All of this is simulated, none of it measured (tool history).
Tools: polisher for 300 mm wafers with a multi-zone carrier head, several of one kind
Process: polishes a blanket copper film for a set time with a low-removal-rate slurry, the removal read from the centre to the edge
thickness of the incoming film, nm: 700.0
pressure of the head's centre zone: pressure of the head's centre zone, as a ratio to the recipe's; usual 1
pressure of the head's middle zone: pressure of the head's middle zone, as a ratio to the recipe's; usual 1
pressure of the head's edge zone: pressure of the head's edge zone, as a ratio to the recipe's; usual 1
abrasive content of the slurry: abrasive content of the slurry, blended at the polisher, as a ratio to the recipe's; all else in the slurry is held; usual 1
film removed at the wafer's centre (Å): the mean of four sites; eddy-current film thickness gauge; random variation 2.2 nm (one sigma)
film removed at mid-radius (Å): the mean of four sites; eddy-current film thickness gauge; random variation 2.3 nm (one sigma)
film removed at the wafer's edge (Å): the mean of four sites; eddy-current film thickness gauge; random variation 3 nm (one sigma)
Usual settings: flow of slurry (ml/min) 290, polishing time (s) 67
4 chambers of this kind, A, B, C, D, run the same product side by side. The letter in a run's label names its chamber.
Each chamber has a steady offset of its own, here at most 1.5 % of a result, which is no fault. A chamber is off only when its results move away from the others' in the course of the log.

run   hour  flow of slurry (ml/min)  pressure of the head's centre zone  pressure of the head's middle zone  pressure of the head's edge zone  abrasive content of the slurry  polishing time (s)  wafers polished on this pad  hours since the slurry nozzle was cleaned  hours since the centre zone pressure was calibrated  hours since the edge zone pressure was calibrated  film removed at the wafer's centre (Å)  film removed at mid-radius (Å)  film removed at the wafer's edge (Å)
 1C    6.5                      290                                   1                                   1                                 1                               1                  67                          189                                      257.7                                                505.7                                              130.1                                  2150.8                          2160.3                                2178.6
 2D   14.8                      290                                   1                                   1                                 1                               1                  67                          245                                        144                                                 16.5                                               85.9                                  2102.5                          2141.1                                2175.5
 3A   21.3                      290                                   1                                   1                                 1                               1                  67                          563                                      525.3                                                307.4                                              415.1                                  2162.6                          2115.7                                2168.4
 4B   25.4                      290                                   1                                   1                                 1                               1                  67                          446                                      636.8                                                143.8                                              504.6                                  2140.3                          2154.4                                2145.5
      31.7  -- chamber C: centre zone pressure recalibrated
 5D   33.7                      290                                   1                                   1                                 1                               1                  67                          357                                      162.9                                                 35.4                                              104.8                                  2139.3                            2122                                2106.9
      36.5  -- chamber A: edge zone pressure recalibrated
 6A   41.3                      290                                   1                                   1                                 1                               1                  67                          681                                      545.3                                                327.4                                                4.9                                  2154.3                          2143.8                                2095.5
      41.9  -- chamber B: edge zone pressure recalibrated
 7B   45.5                      350                                   1                                   1                                 1                               1                  67                          565                                      656.9                                                163.9                                                3.7                                  2210.5                          2188.3                                2133.9
 8C   50.6                      350                                   1                                   1                                 1                               1                  67                          451                                      301.8                                                   19                                              174.2                                  2195.7                            2200                                2196.7
 9B   55.6                      350                                   1                                   1                                 1                               1                  67                          625                                        667                                                  174                                               13.8                                  2190.7                          2153.3                                2181.7
10A   61.2                      350                                   1                                   1                                 1                               1                  67                          799                                      565.2                                                347.3                                               24.8                                  2191.6                          2152.4                                2146.6
11D   69.1                      290                                   1                                   1                                 1                               1                  67                          567                                      198.3                                                 70.8                                              140.2                                    2130                          2164.3                                2169.9
12C   77.7                      290                                   1                                   1                                 1                               1                  67                          611                                      328.9                                                 46.1                                              201.3                                  2105.7                          2131.9                                2147.2
13B     82                      290                                   1                                   1                                 1                               1                  67                          782                                      693.4                                                200.4                                               40.2                                  2162.5                          2102.6                                2080.2
      87.3  -- chamber C: slurry nozzle cleaned
14A   89.4                      290                                   1                                   1                                 1                               1                  67                          967                                      593.4                                                375.5                                                 53                                    2163                          2058.3                                2104.7
15C   94.9                      290                                   1                                   1                                 1                               1                  67                          713                                        7.6                                                 63.3                                              218.5                                  2107.9                          2116.7                                2159.4
16D  101.2                      290                                   1                                   1                                 1                               1                  67                          757                                      230.4                                                102.9                                              172.3                                  2121.1                          2084.9                                2138.1
17C  105.7                      290                                   1                                   1                                 1                               1                  67                          778                                       18.4                                                 74.1                                              229.3                                  2026.2                          2073.6                                2020.9
     110.3  -- chamber B: slurry nozzle cleaned
18D  111.6                      290                                   1                                   1                                 1                               1                  67                          819                                      240.8                                                113.3                                              182.7                                  2100.8                          2097.3                                2128.1
19B  116.2                      290                                   1                                   1                                 1                               1                  67                          984                                        5.9                                                234.6                                               74.4                                  2162.1                            2089                                2115.7
     120.3  -- chamber A: worn pad replaced by a new one
20A  124.3                      290                                   1                                   1                                 1                               1                  67                           24                                      628.3                                                410.4                                               87.9                                  2145.9                            2136                                2144.9
21B  130.7                      290                                   1                                0.89                                 1                               1                  67                         1070                                       20.4                                                249.1                                               88.9                                  2178.2                          1911.1                                2113.2
22C  135.9                      290                                   1                                0.89                                 1                               1                  67                          957                                       48.6                                                104.3                                              259.5                                  2006.5                          1836.9                                1990.5
23A  140.5                      290                                   1                                0.89                                 1                               1                  67                          120                                      644.5                                                426.6                                              104.1                                  2121.3                          1916.2                                2117.4
24D  146.6                      290                                   1                                0.89                                 1                               1                  67                         1026                                      275.8                                                148.3                                              217.7                                  2099.9                          1917.6                                2136.7
25A    151                      340                                   1                                   1                                 1                             1.2                  67                          182                                        655                                                437.1                                              114.6                                  2272.8                          2270.1                                2268.9
     151.9  -- chamber B: worn pad replaced by a new one
26D  159.1                      340                                   1                                   1                                 1                             1.2                  67                         1101                                      288.3                                                160.8                                              230.2                                  2196.2                          2280.2                                2300.2
27B  167.3                      340                                   1                                   1                                 1                             1.2                  67                           91                                         57                                                285.7                                              125.5                                  2305.6                            2280                                2229.7
28C    174                      340                                   1                                   1                                 1                             1.2                  67                         1183                                       86.7                                                142.4                                              297.6                                  2058.3                          2067.1                                2004.1
29D  178.7                      290                                   1                                   1                                 1                               1                  67                         1217                                      307.9                                                180.4                                              249.8                                  2085.5                            2063                                2108.6
30A  187.6                      290                                   1                                   1                                 1                               1                  67                          399                                      691.6                                                473.7                                              151.2                                  2136.3                          2142.9                                2164.6

Next, every chamber runs the same settings. What will each give?
31A  194.2                      290                                   1                                   1                                 1                            0.75                  67                                                                                                                                                                                                                       ?                               ?                                     ?
31B  194.2                      290                                   1                                   1                                 1                            0.75                  67                                                                                                                                                                                                                       ?                               ?                                     ?
31C  194.2                      290                                   1                                   1                                 1                            0.75                  67                                                                                                                                                                                                                       ?                               ?                                     ?
31D  194.2                      290                                   1                                   1                                 1                            0.75                  67                                                                                                                                                                                                                       ?                               ?                                     ?

run  film removed at the wafer's centre (Å)  film removed at mid-radius (Å)  film removed at the wafer's edge (Å)
31A                                  2034.8                          1945.2                                2027.8
31B                                  2017.6                          2008.1                                1998.5
31C                                  1799.8                          1832.1                                1829.7
31D                                  1967.2                          2017.1                                2019.3

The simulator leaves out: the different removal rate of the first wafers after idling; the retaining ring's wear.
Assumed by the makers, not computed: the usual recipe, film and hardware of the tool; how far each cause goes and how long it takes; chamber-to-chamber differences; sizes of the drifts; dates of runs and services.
